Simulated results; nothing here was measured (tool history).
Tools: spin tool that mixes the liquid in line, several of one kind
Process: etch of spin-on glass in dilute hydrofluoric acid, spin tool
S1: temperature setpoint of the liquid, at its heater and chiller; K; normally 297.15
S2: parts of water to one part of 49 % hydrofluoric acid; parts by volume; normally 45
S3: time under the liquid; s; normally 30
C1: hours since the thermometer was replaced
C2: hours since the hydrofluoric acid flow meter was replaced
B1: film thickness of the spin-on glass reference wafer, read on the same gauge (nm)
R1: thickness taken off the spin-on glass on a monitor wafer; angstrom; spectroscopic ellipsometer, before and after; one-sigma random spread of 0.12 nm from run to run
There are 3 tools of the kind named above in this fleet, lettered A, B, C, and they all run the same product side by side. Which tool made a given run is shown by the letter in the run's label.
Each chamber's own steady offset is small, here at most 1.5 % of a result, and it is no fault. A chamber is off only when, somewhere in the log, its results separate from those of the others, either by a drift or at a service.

run   hour      S1  S2  S3     C1      C2      B1      R1
 1C    6.7  297.15  45  30  482.3   292.9  79.994  322.09
 2B   13.2  297.15  45  30  373.3   356.3  80.017  323.05
 3A   16.3  297.15  45  30  772.3  1876.5  79.991  325.51
 4A     21  297.15  45  30    777  1881.2  80.018  327.16
 5C   26.3  297.15  45  30  501.9   312.5  80.003  321.35
 6B   32.1  297.15  60  45  392.2   375.2  80.008  358.84
 7B   37.8  297.15  60  45  397.9   380.9  79.968  358.77
 8C   41.7  297.15  60  45  517.3   327.9  80.003  354.84
 9A   45.8  297.15  45  30  801.8    1906  79.956  327.25
10B   49.5  297.15  45  30  409.6   392.6  80.001   325.3
11C     53  297.15  45  30  528.6   339.2      80  321.66
12A   58.7  297.15  45  30  814.7  1918.9  80.014  325.45
13A   62.5  297.15  45  30  818.5  1922.7  80.009   326.8
14B   66.9  297.15  45  30    427     410  79.992  325.78
15C   70.2  297.15  45  30  545.8   356.4  80.036  321.08
16C   75.3  297.15  45  30  550.9   361.5  80.038  318.73
17A   80.9  297.15  45  15  836.9  1941.1  80.034  163.61
18B   85.2  297.15  45  15  445.3   428.3   79.99  161.91
19B   89.4  297.15  45  15  449.5   432.5  79.976  162.13
20A   93.3  299.15  45  30  849.3  1953.5  79.982  355.29
21C   99.2  299.15  45  30  574.8   385.4  79.965  348.32
22C  104.5  299.15  45  30  580.1   390.7  79.999  346.69
23B  109.1  297.15  45  30  469.2   452.2   80.01  324.16
24A  112.6  297.15  45  30  868.6  1972.8  79.985  327.08
25B  116.4  297.15  45  30  476.5   459.5  79.978  324.56
26C  122.8  297.15  45  30  598.4     409  80.006  318.82
27A  126.2  297.15  45  30  882.2  1986.4  80.038  324.42
28A  129.7  297.15  45  30  885.7  1989.9  80.004  325.81
29C  133.2  297.15  45  30  608.8   419.4  80.034  316.88
30B  137.3  297.15  45  30  497.4   480.4  79.966  323.78
31C    141  297.15  45  30  616.6   427.2  79.981  316.39
32B  146.1  297.15  45  30  506.2   489.2  79.998  323.44
33A  152.8  297.15  45  30  908.8    2013  80.022  328.09
34B  157.6  297.15  45  30  517.7   500.7  80.022  324.97
35A  160.7  297.15  45  30  916.7  2020.9  80.001  326.66
36C  166.9  295.15  45  30  642.5   453.1  80.011  289.21
37C    173  295.15  45  30  648.6   459.2  79.973  288.29
38B    178  295.15  45  30  538.1   521.1  80.006  297.35
39A  182.4  297.15  45  30  938.4  2042.6  80.018  324.05

Has any chamber moved away from the others, gradually or after a service, or does the common gauge drift, or do the chambers differ only by their own small steady offsets? State the chamber and the most likely cause if one applies.

Little by little, chamber C moves away from the other chambers.
Most likely cause: hydrofluoric acid flow below the setpoint (%) = 2.36.
It could be hard to tell apart here from: liquid colder than its thermometer reads (K).

Which of the 4 candidates below, each the usual settings with something changed and its results left as question marks, puts chamber C back in line with what the other chambers give on the usual settings?
Maximum distance from the other chambers' mean on the usual settings for a result to count as in line: R1 4.1 angstrom
40C-1  187.3  296.15  45  30               ?
40C-2  187.3  298.15  45  30               ?
40C-3  187.3  298.65  45  30               ?
40C-4  187.3  295.65  45  30               ?

Usual-settings mean across the other chambers: R1 325.32 angstrom
  run      R1
40C-1   300.2
40C-2  326.03
40C-3   332.9
40C-4  293.88
40C-2 is the one that brings the chamber's results back in line with the other chambers.
